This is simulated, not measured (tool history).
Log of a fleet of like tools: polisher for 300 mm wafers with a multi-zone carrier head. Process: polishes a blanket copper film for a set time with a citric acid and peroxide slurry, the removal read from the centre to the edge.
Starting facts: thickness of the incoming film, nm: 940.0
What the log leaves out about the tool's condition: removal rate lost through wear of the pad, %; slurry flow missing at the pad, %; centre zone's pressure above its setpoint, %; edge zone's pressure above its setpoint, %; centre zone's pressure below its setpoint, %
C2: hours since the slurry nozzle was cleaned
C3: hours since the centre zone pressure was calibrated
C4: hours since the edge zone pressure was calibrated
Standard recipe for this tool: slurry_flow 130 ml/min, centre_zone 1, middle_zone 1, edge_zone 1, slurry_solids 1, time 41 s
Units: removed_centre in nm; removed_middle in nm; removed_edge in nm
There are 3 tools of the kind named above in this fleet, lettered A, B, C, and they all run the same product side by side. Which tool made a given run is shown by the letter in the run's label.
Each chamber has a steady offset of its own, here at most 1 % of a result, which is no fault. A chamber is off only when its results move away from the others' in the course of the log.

{"hour": 4.6, "done": "chamber A: edge zone pressure recalibrated"}
{"hour": 5.5, "done": "chamber A: worn pad replaced by a new one"}
{"run": "1B", "hour": 9.1, "slurry_flow": 130, "centre_zone": 1, "middle_zone": 1, "edge_zone": 1, "slurry_solids": 1, "time": 41, "wafers polished on this pad": 1108, "C2": 194.9, "C3": 492.3, "C4": 819.4, "removed_centre": 58.267, "removed_middle": 57.537, "removed_edge": 57.863}
{"run": "2A", "hour": 14.1, "slurry_flow": 130, "centre_zone": 1, "middle_zone": 1, "edge_zone": 1, "slurry_solids": 1, "time": 41, "wafers polished on this pad": 63, "C2": 468.3, "C3": 624, "C4": 9.6, "removed_centre": 57.124, "removed_middle": 56.624, "removed_edge": 57.27}
{"run": "3C", "hour": 21.5, "slurry_flow": 130, "centre_zone": 1, "middle_zone": 1, "edge_zone": 1, "slurry_solids": 1, "time": 41, "wafers polished on this pad": 703, "C2": 290.1, "C3": 129, "C4": 267.2, "removed_centre": 56.824, "removed_middle": 55.595, "removed_edge": 57.158}
{"run": "4B", "hour": 26.6, "slurry_flow": 130, "centre_zone": 1, "middle_zone": 1, "edge_zone": 1, "slurry_solids": 1, "time": 41, "wafers polished on this pad": 1236, "C2": 212.4, "C3": 509.8, "C4": 836.9, "removed_centre": 58.374, "removed_middle": 56.763, "removed_edge": 57.03}
{"run": "5C", "hour": 31.2, "slurry_flow": 130, "centre_zone": 1, "middle_zone": 1, "edge_zone": 1, "slurry_solids": 1, "time": 41, "wafers polished on this pad": 774, "C2": 299.8, "C3": 138.7, "C4": 276.9, "removed_centre": 56.176, "removed_middle": 58.018, "removed_edge": 57.82}
{"hour": 34.0, "done": "chamber B: worn pad replaced by a new one"}
{"hour": 34.3, "done": "chamber A: slurry nozzle cleaned"}
{"run": "6A", "hour": 37.6, "slurry_flow": 130, "centre_zone": 1, "middle_zone": 1, "edge_zone": 1, "slurry_solids": 1, "time": 41, "wafers polished on this pad": 235, "C2": 3.3, "C3": 647.5, "C4": 33.1, "removed_centre": 56.267, "removed_middle": 56.926, "removed_edge": 57.069}
{"run": "7A", "hour": 42.5, "slurry_flow": 130, "centre_zone": 1, "middle_zone": 1, "edge_zone": 1, "slurry_solids": 1, "time": 41, "wafers polished on this pad": 270, "C2": 8.2, "C3": 652.4, "C4": 38, "removed_centre": 57.156, "removed_middle": 57.698, "removed_edge": 56.816}
{"hour": 43.0, "done": "chamber C: slurry nozzle cleaned"}
{"hour": 45.4, "done": "chamber C: worn pad replaced by a new one"}
{"run": "8C", "hour": 47.1, "slurry_flow": 130, "centre_zone": 1, "middle_zone": 1, "edge_zone": 1, "slurry_solids": 1, "time": 41, "wafers polished on this pad": 12, "C2": 4.2, "C3": 154.6, "C4": 292.8, "removed_centre": 58.174, "removed_middle": 57.441, "removed_edge": 57.919}
{"run": "9B", "hour": 57.6, "slurry_flow": 130, "centre_zone": 1, "middle_zone": 1, "edge_zone": 1, "slurry_solids": 1, "time": 41, "wafers polished on this pad": 173, "C2": 243.4, "C3": 540.8, "C4": 867.9, "removed_centre": 58.543, "removed_middle": 58.377, "removed_edge": 57.737}
{"run": "10B", "hour": 62.5, "slurry_flow": 130, "centre_zone": 1, "middle_zone": 1, "edge_zone": 1, "slurry_solids": 1, "time": 41, "wafers polished on this pad": 209, "C2": 248.3, "C3": 545.7, "C4": 872.8, "removed_centre": 57.545, "removed_middle": 57.076, "removed_edge": 57.119}
{"run": "11A", "hour": 67.6, "slurry_flow": 130, "centre_zone": 1, "middle_zone": 1, "edge_zone": 1, "slurry_solids": 1, "time": 41, "wafers polished on this pad": 454, "C2": 33.3, "C3": 677.5, "C4": 63.1, "removed_centre": 57.066, "removed_middle": 55.421, "removed_edge": 57.792}
{"hour": 68.7, "done": "chamber B: centre zone pressure recalibrated"}
{"run": "12C", "hour": 77.5, "slurry_flow": 130, "centre_zone": 1, "middle_zone": 1, "edge_zone": 1, "slurry_solids": 1, "time": 41, "wafers polished on this pad": 235, "C2": 34.6, "C3": 185, "C4": 323.2, "removed_centre": 56.618, "removed_middle": 57.531, "removed_edge": 58.007}
{"run": "13A", "hour": 87.8, "slurry_flow": 130, "centre_zone": 1, "middle_zone": 1, "edge_zone": 1, "slurry_solids": 1, "time": 41, "wafers polished on this pad": 602, "C2": 53.5, "C3": 697.7, "C4": 83.3, "removed_centre": 56.008, "removed_middle": 57.704, "removed_edge": 56.414}
{"hour": 91.4, "done": "chamber A: worn pad replaced by a new one"}
{"hour": 96.6, "done": "chamber C: edge zone pressure recalibrated"}
{"run": "14B", "hour": 96.7, "slurry_flow": 130, "centre_zone": 1, "middle_zone": 1, "edge_zone": 1, "slurry_solids": 1, "time": 41, "wafers polished on this pad": 459, "C2": 282.5, "C3": 28, "C4": 907, "removed_centre": 55.82, "removed_middle": 56.047, "removed_edge": 56.584}
{"hour": 101.0, "done": "chamber B: edge zone pressure recalibrated"}
{"run": "15C", "hour": 105.4, "slurry_flow": 130, "centre_zone": 1, "middle_zone": 1, "edge_zone": 1, "slurry_solids": 1, "time": 41, "wafers polished on this pad": 439, "C2": 62.5, "C3": 212.9, "C4": 8.8, "removed_centre": 56.847, "removed_middle": 56.943, "removed_edge": 58.164}
{"run": "16B", "hour": 115.7, "slurry_flow": 130, "centre_zone": 1, "middle_zone": 1, "edge_zone": 1, "slurry_solids": 1, "time": 41, "wafers polished on this pad": 598, "C2": 301.5, "C3": 47, "C4": 14.8, "removed_centre": 56.075, "removed_middle": 55.947, "removed_edge": 55.796}
{"run": "17C", "hour": 123.6, "slurry_flow": 130, "centre_zone": 1, "middle_zone": 1, "edge_zone": 1, "slurry_solids": 0.7, "time": 34, "wafers polished on this pad": 572, "C2": 80.7, "C3": 231.1, "C4": 27, "removed_centre": 42.881, "removed_middle": 44.409, "removed_edge": 44.799}
{"run": "18A", "hour": 129.5, "slurry_flow": 130, "centre_zone": 1, "middle_zone": 1, "edge_zone": 1, "slurry_solids": 0.7, "time": 34, "wafers polished on this pad": 279, "C2": 95.2, "C3": 739.4, "C4": 125, "removed_centre": 42.892, "removed_middle": 44.251, "removed_edge": 44.085}
{"run": "19C", "hour": 136.7, "slurry_flow": 130, "centre_zone": 1, "middle_zone": 1, "edge_zone": 1, "slurry_solids": 0.7, "time": 34, "wafers polished on this pad": 668, "C2": 93.8, "C3": 244.2, "C4": 40.1, "removed_centre": 44.272, "removed_middle": 44.459, "removed_edge": 44.853}
{"hour": 142.8, "done": "chamber C: worn pad replaced by a new one"}
{"run": "20B", "hour": 145.7, "slurry_flow": 130, "centre_zone": 1, "middle_zone": 1, "edge_zone": 1, "slurry_solids": 1, "time": 41, "wafers polished on this pad": 817, "C2": 331.5, "C3": 77, "C4": 44.8, "removed_centre": 53.423, "removed_middle": 53.059, "removed_edge": 54.464}
{"run": "21A", "hour": 152.1, "slurry_flow": 130, "centre_zone": 1, "middle_zone": 1, "edge_zone": 1, "slurry_solids": 1, "time": 41, "wafers polished on this pad": 444, "C2": 117.8, "C3": 762, "C4": 147.6, "removed_centre": 55.976, "removed_middle": 56.983, "removed_edge": 57.053}
{"run": "22B", "hour": 158.3, "slurry_flow": 130, "centre_zone": 1, "middle_zone": 1, "edge_zone": 1, "slurry_solids": 1, "time": 41, "wafers polished on this pad": 909, "C2": 344.1, "C3": 89.6, "C4": 57.4, "removed_centre": 52.382, "removed_middle": 52.028, "removed_edge": 54.347}
{"run": "23C", "hour": 163.8, "slurry_flow": 130, "centre_zone": 1, "middle_zone": 1.07, "edge_zone": 1, "slurry_solids": 1, "time": 36, "wafers polished on this pad": 154, "C2": 120.9, "C3": 271.3, "C4": 67.2, "removed_centre": 51.043, "removed_middle": 54.018, "removed_edge": 51.477}

Predict what each chamber gives when all 3 of them run the settings below next.
{"run": "24A", "hour": 171.4, "slurry_flow": 130, "centre_zone": 0.93, "middle_zone": 1, "edge_zone": 1, "slurry_solids": 1, "time": 41, "removed_centre": "?", "removed_middle": "?", "removed_edge": "?"}
{"run": "24B", "hour": 171.4, "slurry_flow": 130, "centre_zone": 0.93, "middle_zone": 1, "edge_zone": 1, "slurry_solids": 1, "time": 41, "removed_centre": "?", "removed_middle": "?", "removed_edge": "?"}
{"run": "24C", "hour": 171.4, "slurry_flow": 130, "centre_zone": 0.93, "middle_zone": 1, "edge_zone": 1, "slurry_solids": 1, "time": 41, "removed_centre": "?", "removed_middle": "?", "removed_edge": "?"}

run=24A removed_centre=52.595 removed_middle=57.287 removed_edge=56.911
run=24B removed_centre=46.861 removed_middle=52.277 removed_edge=53.502
run=24C removed_centre=52.142 removed_middle=57.647 removed_edge=56.899
